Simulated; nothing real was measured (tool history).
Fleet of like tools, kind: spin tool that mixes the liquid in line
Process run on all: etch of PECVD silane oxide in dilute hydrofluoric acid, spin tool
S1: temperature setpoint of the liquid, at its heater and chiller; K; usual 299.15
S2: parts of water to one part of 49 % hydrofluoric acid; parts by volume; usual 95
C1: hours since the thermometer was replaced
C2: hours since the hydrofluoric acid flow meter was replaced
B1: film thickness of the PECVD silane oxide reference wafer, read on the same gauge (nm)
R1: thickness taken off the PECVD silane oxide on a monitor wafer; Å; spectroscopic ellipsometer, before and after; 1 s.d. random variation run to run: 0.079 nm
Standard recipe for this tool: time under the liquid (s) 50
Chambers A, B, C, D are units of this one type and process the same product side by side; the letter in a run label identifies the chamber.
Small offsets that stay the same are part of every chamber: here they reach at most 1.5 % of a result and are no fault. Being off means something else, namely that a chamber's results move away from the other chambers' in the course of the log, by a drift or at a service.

Run 1C, day 0.458: usual settings; C1 708.2; C2 450.1; B1 40.001. Result: R1 84.789 Å.
Run 2D, day 1.075: usual settings; C1 130.7; C2 290.6; B1 39.973. Result: R1 84.863 Å.
Run 3B, day 1.538: usual settings; C1 1145.7; C2 267.7; B1 39.985. Result: R1 84.528 Å.
Run 4A, day 1.921: usual settings; C1 1620.9; C2 99.1; B1 40.003. Result: R1 87.626 Å.
Run 5C, day 2.4: usual settings; C1 754.8; C2 496.7; B1 40.016. Result: R1 85.558 Å.
Run 6A, day 2.771: usual settings; C1 1641.3; C2 119.5; B1 39.995. Result: R1 87.27 Å.
Run 7B, day 3.2: usual settings; C1 1185.6; C2 307.6; B1 40.015. Result: R1 85.178 Å.
Run 8D, day 3.742: usual settings; C1 194.7; C2 354.6; B1 40.018. Result: R1 86.574 Å.
Run 9A, day 4.329: usual settings but S2 135 parts by volume; C1 1678.7; C2 156.9; B1 40.023. Result: R1 58.597 Å.
Run 10C, day 4.858: usual settings but S2 135 parts by volume; C1 813.8; C2 555.7; B1 40.014. Result: R1 55.783 Å.
Run 11B, day 5.233: usual settings but S2 135 parts by volume; C1 1234.4; C2 356.4; B1 40.03. Result: R1 57.169 Å.
Run 12D, day 5.838: usual settings but S2 135 parts by volume; C1 245; C2 404.9; B1 40.015. Result: R1 57.655 Å.
Run 13B, day 6.471: usual settings; C1 1264.1; C2 386.1; B1 39.98. Result: R1 84.231 Å.
Run 14D, day 6.821: usual settings; C1 268.6; C2 428.5; B1 39.991. Result: R1 85.838 Å.
Run 15C, day 7.283: usual settings; C1 872; C2 613.9; B1 39.995. Result: R1 81.549 Å.
Run 16A, day 7.721: usual settings; C1 1760.1; C2 238.3; B1 40.01. Result: R1 87.805 Å.
Run 17D, day 8.046: usual settings; C1 298; C2 457.9; B1 40.011. Result: R1 86.161 Å.
Run 18C, day 8.367: usual settings; C1 898; C2 639.9; B1 39.992. Result: R1 82.724 Å.
At day 8.608: chamber B: thermometer replaced.
Run 19B, day 8.733: usual settings; C1 3; C2 440.4; B1 39.978. Result: R1 85.268 Å.
Run 20A, day 9.242: usual settings; C1 1796.6; C2 274.8; B1 39.991. Result: R1 89.571 Å.
Run 21A, day 9.667: usual settings; C1 1806.8; C2 285; B1 40.007. Result: R1 87.843 Å.
Run 22D, day 10.167: usual settings; C1 348.9; C2 508.8; B1 39.995. Result: R1 85.861 Å.
Run 23B, day 10.783: usual settings; C1 52.2; C2 489.6; B1 39.985. Result: R1 85.105 Å.
Run 24C, day 11.092: usual settings; C1 963.4; C2 705.3; B1 40.029. Result: R1 79.57 Å.
Run 25C, day 11.383: usual settings; C1 970.4; C2 712.3; B1 40.012. Result: R1 79.463 Å.
Run 26A, day 11.704: usual settings; C1 1855.7; C2 333.9; B1 40.008. Result: R1 87.869 Å.
At day 12.054: chamber D: hydrofluoric acid flow meter replaced.
Run 27B, day 12.112: usual settings; C1 84.1; C2 521.5; B1 40.012. Result: R1 84.865 Å.
At day 12.354: chamber C: thermometer replaced.
Run 28D, day 12.442: usual settings; C1 403.5; C2 9.4; B1 40.024. Result: R1 87.048 Å.
Run 29C, day 12.817: usual settings; C1 11.2; C2 746.7; B1 40.022. Result: R1 78.19 Å.
Run 30B, day 13.233: usual settings; C1 111; C2 548.4; B1 39.994. Result: R1 85.478 Å.
Run 31D, day 13.858: usual settings; C1 437.5; C2 43.4; B1 40.013. Result: R1 87.358 Å.
Run 32A, day 14.229: usual settings but S2 65 parts by volume; C1 1916.3; C2 394.5; B1 39.981. Result: R1 134.14 Å.
Run 33B, day 14.829: usual settings but S2 65 parts by volume; C1 149.3; C2 586.7; B1 40.002. Result: R1 127.68 Å.
Run 34C, day 15.383: usual settings but S2 65 parts by volume; C1 72.8; C2 808.3; B1 39.989. Result: R1 115.88 Å.

One chamber off, gauge drift, or nothing amiss beyond the chambers' own small offsets? If it is a chamber, which one, and what is the likeliest cause?

It is chamber C that slowly wanders off from its peers.
Cause: hydrofluoric acid flow below the setpoint (%) = 11.2.

Which of the 4 candidates below, each the usual settings with something changed and its results left as question marks, puts chamber C back in line with what the other chambers give on the usual settings?
Counts as in line when no further than this from what the other chambers average on the usual settings: R1 2.8 Å
Run 35C-1, day 15.838: usual settings but S1 298.65 K, S2 105 parts by volume. Result: R1 ?.
Run 35C-2, day 15.838: usual settings but S1 300.65 K. Result: R1 ?.
Run 35C-3, day 15.838: usual settings but S1 297.65 K. Result: R1 ?.
Run 35C-4, day 15.838: usual settings but S2 90 parts by volume, time under the liquid (s) 55. Result: R1 ?.

On the usual settings, the other chambers give on average: R1 86.502 Å
  run      R1
35C-1   65.71
35C-2  79.448
35C-3  70.687
35C-4  87.598
Change 35C-4 lands the chamber within the allowed miss of the other chambers.
